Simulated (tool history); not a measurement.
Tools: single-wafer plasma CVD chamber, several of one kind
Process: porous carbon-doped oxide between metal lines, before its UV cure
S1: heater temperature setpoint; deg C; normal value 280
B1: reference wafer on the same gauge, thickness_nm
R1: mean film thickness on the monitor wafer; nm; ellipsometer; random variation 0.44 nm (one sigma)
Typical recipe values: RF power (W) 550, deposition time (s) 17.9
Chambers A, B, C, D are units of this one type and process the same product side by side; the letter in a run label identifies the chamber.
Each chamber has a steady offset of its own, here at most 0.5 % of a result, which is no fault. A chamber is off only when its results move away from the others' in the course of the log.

run 1D hour=11.6 | S1=280 RF_power_(W)=550 deposition_time_(s)=17.9 | B1=140.97 | R1=118
run 2A hour=23.4 | S1=280 RF_power_(W)=550 deposition_time_(s)=17.9 | B1=140.91 | R1=118.12
-- hour=24.9 chamber B: RF generator calibrated
run 3B hour=32.5 | S1=280 RF_power_(W)=550 deposition_time_(s)=17.9 | B1=140.98 | R1=118.52
run 4C hour=42.1 | S1=280 RF_power_(W)=550 deposition_time_(s)=17.9 | B1=141.07 | R1=118.1
run 5A hour=51.2 | S1=280 RF_power_(W)=550 deposition_time_(s)=17.9 | B1=140.92 | R1=119.05
run 6B hour=63.5 | S1=280 RF_power_(W)=550 deposition_time_(s)=17.9 | B1=141.02 | R1=118.03
run 7C hour=70.9 | S1=291 RF_power_(W)=550 deposition_time_(s)=19.2 | B1=140.87 | R1=117.77
run 8D hour=77 | S1=291 RF_power_(W)=550 deposition_time_(s)=19.2 | B1=140.93 | R1=118.85
-- hour=81.6 chamber C: thermocouple changed; heater temperature recalibrated
run 9C hour=89.8 | S1=291 RF_power_(W)=550 deposition_time_(s)=19.2 | B1=140.94 | R1=117.27
run 10B hour=96.5 | S1=291 RF_power_(W)=550 deposition_time_(s)=19.2 | B1=141.04 | R1=117.9
run 11A hour=107.9 | S1=280 RF_power_(W)=550 deposition_time_(s)=17.9 | B1=141.06 | R1=118.42
run 12D hour=115.2 | S1=280 RF_power_(W)=550 deposition_time_(s)=17.9 | B1=141.04 | R1=119.81
run 13A hour=122.9 | S1=280 RF_power_(W)=550 deposition_time_(s)=17.9 | B1=140.99 | R1=119.3
run 14D hour=136.1 | S1=280 RF_power_(W)=550 deposition_time_(s)=17.9 | B1=140.84 | R1=120.27
run 15C hour=146.4 | S1=280 RF_power_(W)=550 deposition_time_(s)=17.9 | B1=141.01 | R1=118.19
run 16B hour=155.6 | S1=280 RF_power_(W)=550 deposition_time_(s)=17.9 | B1=140.96 | R1=118.38
run 17D hour=161.5 | S1=280 RF_power_(W)=550 deposition_time_(s)=17.9 | B1=141 | R1=120.13
run 18A hour=173.3 | S1=280 RF_power_(W)=550 deposition_time_(s)=16.4 | B1=141.03 | R1=110.1
run 19B hour=183.7 | S1=280 RF_power_(W)=550 deposition_time_(s)=16.4 | B1=141.13 | R1=109.04
run 20C hour=194.1 | S1=280 RF_power_(W)=550 deposition_time_(s)=16.4 | B1=140.88 | R1=108.41
run 21A hour=203 | S1=280 RF_power_(W)=550 deposition_time_(s)=16.4 | B1=141.01 | R1=108.82
-- hour=203.2 chamber D: RF generator calibrated
run 22C hour=210.8 | S1=288 RF_power_(W)=515 deposition_time_(s)=17.9 | B1=140.97 | R1=107.28
run 23D hour=222.9 | S1=288 RF_power_(W)=515 deposition_time_(s)=17.9 | B1=141.11 | R1=110.05
run 24B hour=235.3 | S1=288 RF_power_(W)=515 deposition_time_(s)=17.9 | B1=140.98 | R1=108.03
run 25D hour=241.9 | S1=288 RF_power_(W)=515 deposition_time_(s)=17.9 | B1=141.01 | R1=109.71
run 26C hour=253.2 | S1=280 RF_power_(W)=550 deposition_time_(s)=17.9 | B1=140.98 | R1=117.26
run 27B hour=265.8 | S1=280 RF_power_(W)=550 deposition_time_(s)=17.9 | B1=140.93 | R1=118.8
run 28A hour=275 | S1=280 RF_power_(W)=550 deposition_time_(s)=20.9 | B1=141.14 | R1=138.8
run 29A hour=285.9 | S1=280 RF_power_(W)=550 deposition_time_(s)=20.9 | B1=141.06 | R1=137.91
run 30B hour=292.5 | S1=280 RF_power_(W)=550 deposition_time_(s)=20.9 | B1=141.01 | R1=136.26
run 31C hour=302.7 | S1=280 RF_power_(W)=550 deposition_time_(s)=20.9 | B1=140.97 | R1=136.96

Each of the 4 chambers runs these same settings next. Fill in every chamber's results:
run 32A hour=312.1 | S1=280 RF_power_(W)=550 deposition_time_(s)=17.9 | R1=?
run 32B hour=312.1 | S1=280 RF_power_(W)=550 deposition_time_(s)=17.9 | R1=?
run 32C hour=312.1 | S1=280 RF_power_(W)=550 deposition_time_(s)=17.9 | R1=?
run 32D hour=312.1 | S1=280 RF_power_(W)=550 deposition_time_(s)=17.9 | R1=?

run=32A R1=118.62
run=32B R1=117.76
run=32C R1=117.94
run=32D R1=121.16
